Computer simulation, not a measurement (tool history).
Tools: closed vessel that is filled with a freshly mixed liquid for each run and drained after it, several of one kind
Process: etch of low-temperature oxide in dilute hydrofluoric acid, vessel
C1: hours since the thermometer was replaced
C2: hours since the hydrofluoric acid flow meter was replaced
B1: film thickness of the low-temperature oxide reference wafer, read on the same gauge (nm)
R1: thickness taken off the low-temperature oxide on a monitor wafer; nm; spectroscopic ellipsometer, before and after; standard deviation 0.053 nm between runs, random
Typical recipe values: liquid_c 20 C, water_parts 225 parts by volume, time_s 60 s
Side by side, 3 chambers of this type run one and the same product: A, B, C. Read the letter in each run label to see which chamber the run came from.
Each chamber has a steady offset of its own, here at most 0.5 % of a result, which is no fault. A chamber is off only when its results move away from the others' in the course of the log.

{"run": "1B", "hour": 2.4, "liquid_c": 20, "water_parts": 225, "time_s": 60, "C1": 64.4, "C2": 837.2, "B1": 50.001, "R1": 5.4217}
{"run": "2C", "hour": 6.1, "liquid_c": 20, "water_parts": 225, "time_s": 60, "C1": 2572.3, "C2": 463.6, "B1": 50.02, "R1": 5.3476}
{"run": "3A", "hour": 10.3, "liquid_c": 20, "water_parts": 225, "time_s": 60, "C1": 56.8, "C2": 905.6, "B1": 50.016, "R1": 5.4896}
{"run": "4A", "hour": 13.7, "liquid_c": 20, "water_parts": 225, "time_s": 60, "C1": 60.2, "C2": 909, "B1": 50.02, "R1": 5.4288}
{"run": "5C", "hour": 18.0, "liquid_c": 23.5, "water_parts": 150, "time_s": 60, "C1": 2584.2, "C2": 475.5, "B1": 49.963, "R1": 10.101}
{"run": "6B", "hour": 21.5, "liquid_c": 23.5, "water_parts": 150, "time_s": 60, "C1": 83.5, "C2": 856.3, "B1": 49.998, "R1": 10.025}
{"run": "7C", "hour": 25.0, "liquid_c": 23.5, "water_parts": 150, "time_s": 60, "C1": 2591.2, "C2": 482.5, "B1": 49.996, "R1": 9.9985}
{"run": "8B", "hour": 29.0, "liquid_c": 20, "water_parts": 225, "time_s": 60, "C1": 91, "C2": 863.8, "B1": 49.99, "R1": 5.4509}
{"run": "9A", "hour": 31.2, "liquid_c": 20, "water_parts": 225, "time_s": 50, "C1": 77.7, "C2": 926.5, "B1": 50.008, "R1": 4.5052}
{"run": "10B", "hour": 33.5, "liquid_c": 20, "water_parts": 225, "time_s": 50, "C1": 95.5, "C2": 868.3, "B1": 50.022, "R1": 4.5222}
{"run": "11C", "hour": 37.5, "liquid_c": 20, "water_parts": 225, "time_s": 50, "C1": 2603.7, "C2": 495, "B1": 49.983, "R1": 4.5676}
{"run": "12A", "hour": 40.5, "liquid_c": 20, "water_parts": 225, "time_s": 60, "C1": 87, "C2": 935.8, "B1": 49.985, "R1": 5.4121}
{"run": "13A", "hour": 44.1, "liquid_c": 20, "water_parts": 225, "time_s": 60, "C1": 90.6, "C2": 939.4, "B1": 50.001, "R1": 5.5036}
{"run": "14B", "hour": 47.2, "liquid_c": 20, "water_parts": 225, "time_s": 60, "C1": 109.2, "C2": 882, "B1": 49.998, "R1": 5.3205}
{"run": "15C", "hour": 49.6, "liquid_c": 20, "water_parts": 225, "time_s": 60, "C1": 2615.8, "C2": 507.1, "B1": 50.004, "R1": 5.3434}
{"run": "16A", "hour": 52.4, "liquid_c": 20, "water_parts": 225, "time_s": 60, "C1": 98.9, "C2": 947.7, "B1": 49.988, "R1": 5.5142}
{"run": "17C", "hour": 54.6, "liquid_c": 20, "water_parts": 225, "time_s": 60, "C1": 2620.8, "C2": 512.1, "B1": 50.011, "R1": 5.4188}
{"run": "18B", "hour": 57.0, "liquid_c": 20, "water_parts": 225, "time_s": 60, "C1": 119, "C2": 891.8, "B1": 49.994, "R1": 5.3738}
{"run": "19A", "hour": 59.5, "liquid_c": 20, "water_parts": 225, "time_s": 60, "C1": 106, "C2": 954.8, "B1": 50.005, "R1": 5.386}
{"run": "20C", "hour": 62.8, "liquid_c": 20, "water_parts": 225, "time_s": 60, "C1": 2629, "C2": 520.3, "B1": 50.009, "R1": 5.3841}

Which is it: a chamber that has drifted or been left off by a service, a gauge drift common to all chambers, or only each chamber's usual small offset? If a chamber is off, name it and its likeliest cause.

No chamber is off and the gauge is stable; the differences are just each chamber's small, constant offset.
